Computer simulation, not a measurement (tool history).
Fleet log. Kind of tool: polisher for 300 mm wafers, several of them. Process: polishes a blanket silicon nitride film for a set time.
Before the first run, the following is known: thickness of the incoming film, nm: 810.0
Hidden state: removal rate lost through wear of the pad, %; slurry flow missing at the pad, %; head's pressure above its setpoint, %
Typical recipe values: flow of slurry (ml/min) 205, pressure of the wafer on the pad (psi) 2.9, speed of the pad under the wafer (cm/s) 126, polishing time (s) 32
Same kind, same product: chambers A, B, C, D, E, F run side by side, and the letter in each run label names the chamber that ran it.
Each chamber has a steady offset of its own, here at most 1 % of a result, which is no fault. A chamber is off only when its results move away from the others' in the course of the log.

run	hour	flow of slurry (ml/min)	pressure of the wafer on the pad (psi)	speed of the pad under the wafer (cm/s)	polishing time (s)	wafers polished on this pad	hours since the slurry nozzle was cleaned	hours since the head pressure was calibrated	film removed (Å)
1F	10.7	205	2.9	126	32	333	488.5	834.5	444.64
# hour 12.3: chamber E: worn pad replaced by a new one
# hour 16: chamber B: worn pad replaced by a new one
2C	19.2	205	2.9	126	32	779	25.6	181.5	452.24
3E	28.4	205	2.9	126	32	222	538.9	1388.8	439.34
# hour 34.4: chamber C: worn pad replaced by a new one
4D	34.8	205	2.9	126	32	707	337.3	470.5	440.08
# hour 41: chamber A: worn pad replaced by a new one
5A	47.3	205	2.9	126	32	87	65.7	197.3	453.62
# hour 47.7: chamber D: worn pad replaced by a new one
6B	55.4	205	2.9	126	32	541	273.2	464.2	443.71
7A	61.8	205	2.9	126	32	286	80.2	211.8	451.08
8E	67.6	205	2.9	126	32	760	578.1	1428	450.29
9F	75.5	205	2.9	126	32	1223	553.3	899.3	453.43
# hour 77.7: chamber F: worn pad replaced by a new one
10C	86.5	205	2.9	126	32	716	92.9	248.8	444.56
11D	97.3	205	2.9	126	32	682	399.8	533	433.56
# hour 103.4: chamber E: worn pad replaced by a new one
# hour 105.6: chamber D: worn pad replaced by a new one
12B	108.9	205	2.9	126	32	1276	326.7	517.7	437.41
# hour 110.1: chamber B: worn pad replaced by a new one
# hour 111.9: chamber C: worn pad replaced by a new one
# hour 117.1: chamber A: worn pad replaced by a new one
13A	119.2	205	2.9	126	32	30	137.6	269.2	453.85
14E	125.5	205	2.9	126	32	304	636	1485.9	456.78
15C	133.5	205	2.9	126	32	297	139.9	295.8	448.68
16F	144.9	205	2.9	126	32	922	622.7	968.7	475.09
# hour 150.4: chamber F: slurry nozzle cleaned
17B	150.8	205	2.9	126	32	559	368.6	559.6	449.81
# hour 154.5: chamber E: head pressure recalibrated
# hour 158: chamber F: worn pad replaced by a new one
18D	158.2	205	2.9	126	32	722	460.7	593.9	447.74
19D	167	205	2.9	126	32	843	469.5	602.7	432.2
20B	174.6	205	2.9	126	32	886	392.4	583.4	450.99
# hour 175.9: chamber D: worn pad replaced by a new one
# hour 176.8: chamber A: worn pad replaced by a new one
# hour 181.2: chamber C: worn pad replaced by a new one
# hour 184.7: chamber E: worn pad replaced by a new one
21A	186.9	205	2.9	126	32	138	205.3	336.9	443.33
# hour 189: chamber B: slurry nozzle cleaned
# hour 193.5: chamber B: worn pad replaced by a new one
22C	196.2	205	2	126	28	206	202.6	358.5	273.05
23E	205.4	205	2	126	28	285	715.9	50.9	268.02
24F	211.8	205	2	126	28	739	61.5	1035.6	288.22
25A	219.2	205	2	126	28	582	237.6	369.2	270.98
# hour 222.8: chamber C: head pressure recalibrated
26B	229	205	2	126	28	488	40	637.8	272.24
# hour 233.9: chamber A: worn pad replaced by a new one
# hour 238: chamber D: worn pad replaced by a new one
27E	241.5	205	2	126	28	781	752	87	264.87
# hour 246.5: chamber C: worn pad replaced by a new one
28F	249.9	205	2.9	126	32	1262	99.6	1073.7	487.38
# hour 255.8: chamber F: worn pad replaced by a new one
# hour 259.9: chamber E: worn pad replaced by a new one
29D	262.4	205	2.9	126	32	336	564.9	698.1	450.55
30C	272.9	205	2.9	126	32	362	279.3	50.1	455.85
# hour 276.5: chamber B: head pressure recalibrated
31D	278.9	205	2.9	126	32	562	581.4	714.6	438.88
# hour 284.4: chamber B: worn pad replaced by a new one
32F	284.6	205	2.9	126	32	396	134.3	1108.4	495
33B	292	205	2.9	126	32	104	103	15.6	460.16
34E	299.1	205	2.9	126	32	539	809.6	144.6	453.1
# hour 303.2: chamber A: worn pad replaced by a new one
35A	304.6	205	2.9	126	32	19	323	454.6	441.89
# hour 310.2: chamber C: worn pad replaced by a new one
36C	311.9	205	2.2	126	32	23	318.3	89.1	337.28
37E	320.7	205	2.2	126	32	836	831.2	166.2	335.7
38B	332.4	205	2.2	126	32	659	143.4	56	342.89

Next, all 6 chambers run the settings below, one line each with question marks for the results. What does each chamber give?
39A	341.6	205	3.6	126	32				?
39B	341.6	205	3.6	126	32				?
39C	341.6	205	3.6	126	32				?
39D	341.6	205	3.6	126	32				?
39E	341.6	205	3.6	126	32				?
39F	341.6	205	3.6	126	32				?

run	film removed (Å)
39A	546.74
39B	550.69
39C	542.26
39D	552.8
39E	545.82
39F	644.44
